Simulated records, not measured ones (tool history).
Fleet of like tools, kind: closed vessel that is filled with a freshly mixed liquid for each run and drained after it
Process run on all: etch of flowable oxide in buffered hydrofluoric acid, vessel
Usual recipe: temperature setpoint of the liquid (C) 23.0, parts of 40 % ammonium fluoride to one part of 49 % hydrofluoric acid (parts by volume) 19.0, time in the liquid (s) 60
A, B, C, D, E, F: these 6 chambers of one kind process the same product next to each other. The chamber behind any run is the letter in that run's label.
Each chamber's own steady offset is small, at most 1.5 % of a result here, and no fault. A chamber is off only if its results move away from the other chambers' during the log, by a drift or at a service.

| run | day | temperature setpoint of the liquid (C) | parts of 40 % ammonium fluoride to one part of 49 % hydrofluoric acid (parts by volume) | time in the liquid (s) | hours since the thermometer was replaced | hours since the hydrofluoric acid flow meter was replaced | read-back film thickness of the flowable oxide reference wafer, read on the same gauge (nm) | thickness taken off the flowable oxide on a monitor wafer (Å) |
|---|---|---|---|---|---|---|---|---|
| 1F | 0.271 | 23.0 | 19.0 | 60 | 756.3 | 589.4 | 80.010 | 1232.20 |
| 2E | 0.562 | 23.0 | 19.0 | 60 | 76.1 | 544.4 | 79.997 | 1240.70 |
| 3A | 0.804 | 23.0 | 19.0 | 60 | 1162.3 | 146.0 | 79.982 | 1229.20 |
| 4C | 1.233 | 23.0 | 19.0 | 60 | 357.7 | 1195.7 | 79.978 | 1252.80 |
| 5B | 1.633 | 23.0 | 19.0 | 60 | 1224.6 | 1558.6 | 80.004 | 1232.60 |
| 6D | 1.912 | 23.0 | 19.0 | 60 | 802.3 | 143.0 | 80.022 | 1236.40 |
| 7E | 2.121 | 23.0 | 19.0 | 60 | 113.5 | 581.8 | 79.968 | 1232.20 |
| 8C | 2.358 | 23.0 | 19.0 | 60 | 384.7 | 1222.7 | 79.999 | 1239.60 |
| 9A | 2.742 | 23.0 | 19.0 | 60 | 1208.8 | 192.5 | 79.976 | 1238.10 |
| 10D | 2.967 | 23.0 | 19.0 | 60 | 827.6 | 168.3 | 79.999 | 1266.50 |
| 11F | 3.358 | 23.0 | 19.0 | 60 | 830.4 | 663.5 | 79.970 | 1227.20 |
| 12B | 3.817 | 23.0 | 19.0 | 60 | 1277.0 | 1611.0 | 79.946 | 1227.10 |
| 13B | 4.158 | 23.0 | 19.0 | 60 | 1285.2 | 1619.2 | 79.970 | 1205.30 |
| 14E | 4.421 | 23.0 | 19.0 | 60 | 168.7 | 637.0 | 80.008 | 1239.70 |
| 15D | 4.900 | 23.0 | 19.0 | 60 | 874.0 | 214.7 | 80.002 | 1259.90 |
| 16F | 5.183 | 23.0 | 19.0 | 60 | 874.2 | 707.3 | 80.033 | 1244.00 |
| 17C | 5.512 | 23.0 | 19.0 | 60 | 460.4 | 1298.4 | 80.007 | 1226.70 |
| 18A | 5.788 | 23.0 | 19.0 | 60 | 1281.9 | 265.6 | 80.027 | 1238.10 |
| 19B | 6.079 | 23.0 | 19.0 | 80 | 1331.3 | 1665.3 | 80.023 | 1631.50 |
| 20C | 6.438 | 23.0 | 19.0 | 80 | 482.6 | 1320.6 | 79.955 | 1613.50 |
| 21E | 6.879 | 23.0 | 19.0 | 80 | 227.7 | 696.0 | 79.986 | 1647.00 |
| 22A | 7.146 | 23.0 | 19.0 | 80 | 1314.5 | 298.2 | 80.008 | 1648.80 |
| 23D | 7.492 | 23.0 | 19.0 | 80 | 936.2 | 276.9 | 80.015 | 1626.50 |
| 24F | 7.962 | 23.0 | 19.0 | 80 | 940.9 | 774.0 | 79.993 | 1628.40 |
| 25A | 8.175 | 23.0 | 23.5 | 60 | 1339.2 | 322.9 | 79.978 | 1045.40 |
| 26B | 8.617 | 23.0 | 23.5 | 60 | 1392.2 | 1726.2 | 79.976 | 1037.40 |
| 27C | 8.954 | 23.0 | 23.5 | 60 | 543.0 | 1381.0 | 80.043 | 992.25 |
| 28F | 9.288 | 23.0 | 23.5 | 60 | 972.7 | 805.8 | 80.000 | 1035.80 |
| 29E | 9.538 | 23.0 | 23.5 | 60 | 291.5 | 759.8 | 79.972 | 1053.40 |
| 30D | 9.846 | 23.0 | 23.5 | 60 | 992.7 | 333.4 | 79.990 | 1065.10 |
| 31E | 10.150 | 23.0 | 19.0 | 60 | 306.2 | 774.5 | 79.966 | 1232.70 |
| 32F | 10.571 | 23.0 | 19.0 | 60 | 1003.5 | 836.6 | 79.970 | 1232.10 |
| 33B | 10.842 | 23.0 | 19.0 | 60 | 1445.6 | 1779.6 | 80.004 | 1211.30 |
| 34D | 11.312 | 23.0 | 19.0 | 60 | 1027.9 | 368.6 | 80.033 | 1250.50 |
| 35C | 11.571 | 28.0 | 13.5 | 60 | 605.8 | 1443.8 | 79.952 | 2065.00 |
| 36A | 11.858 | 28.0 | 13.5 | 60 | 1427.6 | 411.3 | 80.004 | 2281.30 |

Next, every chamber runs the same settings. What will each give?
| 37A | 12.204 | 21.5 | 19.0 | 60 |  |  |  | ? |
| 37B | 12.204 | 21.5 | 19.0 | 60 |  |  |  | ? |
| 37C | 12.204 | 21.5 | 19.0 | 60 |  |  |  | ? |
| 37D | 12.204 | 21.5 | 19.0 | 60 |  |  |  | ? |
| 37E | 12.204 | 21.5 | 19.0 | 60 |  |  |  | ? |
| 37F | 12.204 | 21.5 | 19.0 | 60 |  |  |  | ? |

| run | thickness taken off the flowable oxide on a monitor wafer (Å) |
|---|---|
| 37A | 1162.80 |
| 37B | 1134.90 |
| 37C | 1012.70 |
| 37D | 1140.60 |
| 37E | 1131.50 |
| 37F | 1129.40 |
